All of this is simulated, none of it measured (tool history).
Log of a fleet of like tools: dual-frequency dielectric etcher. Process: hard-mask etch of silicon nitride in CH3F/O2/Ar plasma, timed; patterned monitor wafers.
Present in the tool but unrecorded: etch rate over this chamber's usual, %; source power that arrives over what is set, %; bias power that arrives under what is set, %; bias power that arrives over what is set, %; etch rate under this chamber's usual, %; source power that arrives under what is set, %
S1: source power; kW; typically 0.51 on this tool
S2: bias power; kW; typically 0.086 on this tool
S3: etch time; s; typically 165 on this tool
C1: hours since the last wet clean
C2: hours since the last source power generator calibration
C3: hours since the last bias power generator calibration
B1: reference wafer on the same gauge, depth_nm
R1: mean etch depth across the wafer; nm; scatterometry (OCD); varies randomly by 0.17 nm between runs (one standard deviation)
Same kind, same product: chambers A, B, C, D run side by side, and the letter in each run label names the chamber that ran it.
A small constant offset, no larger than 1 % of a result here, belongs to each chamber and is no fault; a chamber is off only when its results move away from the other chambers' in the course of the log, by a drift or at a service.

run	hour	S1	S2	S3	C1	C2	C3	B1	R1
1D	3.6	0.51	0.086	165	58	119.8	3156.2	146.92	134.39
2A	8.6	0.51	0.086	165	455.6	1167.1	1131.7	146.88	135.66
3C	11	0.51	0.086	165	349.2	4095.3	178.5	146.92	133.42
4B	15.5	0.51	0.086	165	410.8	208.6	1905.2	146.91	134.58
5A	18.4	0.46	0.104	165	465.4	1176.9	1141.5	146.84	139.43
6D	22.9	0.46	0.104	165	77.3	139.1	3175.5	146.8	138.51
7C	26.5	0.46	0.104	165	364.7	4110.8	194	146.77	137.35
8B	30.4	0.46	0.104	165	425.7	223.5	1920.1	146.79	138.93
9A	35.1	0.51	0.086	165	482.1	1193.6	1158.2	146.69	135.35
10D	38.3	0.51	0.086	165	92.7	154.5	3190.9	146.68	134.25
11C	42.8	0.51	0.086	165	381	4127.1	210.3	146.63	133.29
12B	47.6	0.51	0.086	165	442.9	240.7	1937.3	146.6	134.52
13D	50.4	0.51	0.086	165	104.8	166.6	3203	146.58	134.39
14C	53.4	0.51	0.086	165	391.6	4137.7	220.9	146.59	133.12
15A	56.4	0.58	0.098	165	503.4	1214.9	1179.5	146.54	148.34
16B	58.8	0.58	0.098	165	454.1	251.9	1948.5	146.54	147.61
17D	62.7	0.58	0.098	165	117.1	178.9	3215.3	146.46	147.93
18B	67.4	0.58	0.098	165	462.7	260.5	1957.1	146.46	147.72
19A	69.9	0.51	0.086	165	516.9	1228.4	1193	146.41	134.98
20C	72.1	0.51	0.086	165	410.3	4156.4	239.6	146.39	133.11
21C	75.6	0.51	0.086	165	413.8	4159.9	243.1	146.38	133.35
22A	79.6	0.51	0.096	205	526.6	1238.1	1202.7	146.31	174.34
23D	83.4	0.51	0.096	205	137.8	199.6	3236	146.35	172.97
24B	88.4	0.51	0.096	205	483.7	281.5	1978.1	146.23	173.11

Each of the 4 chambers runs these same settings next. Fill in every chamber's results:
25A	92	0.51	0.086	165					?
25B	92	0.51	0.086	165					?
25C	92	0.51	0.086	165					?
25D	92	0.51	0.086	165					?

run	R1
25A	134.81
25B	134.41
25C	133.25
25D	133.97
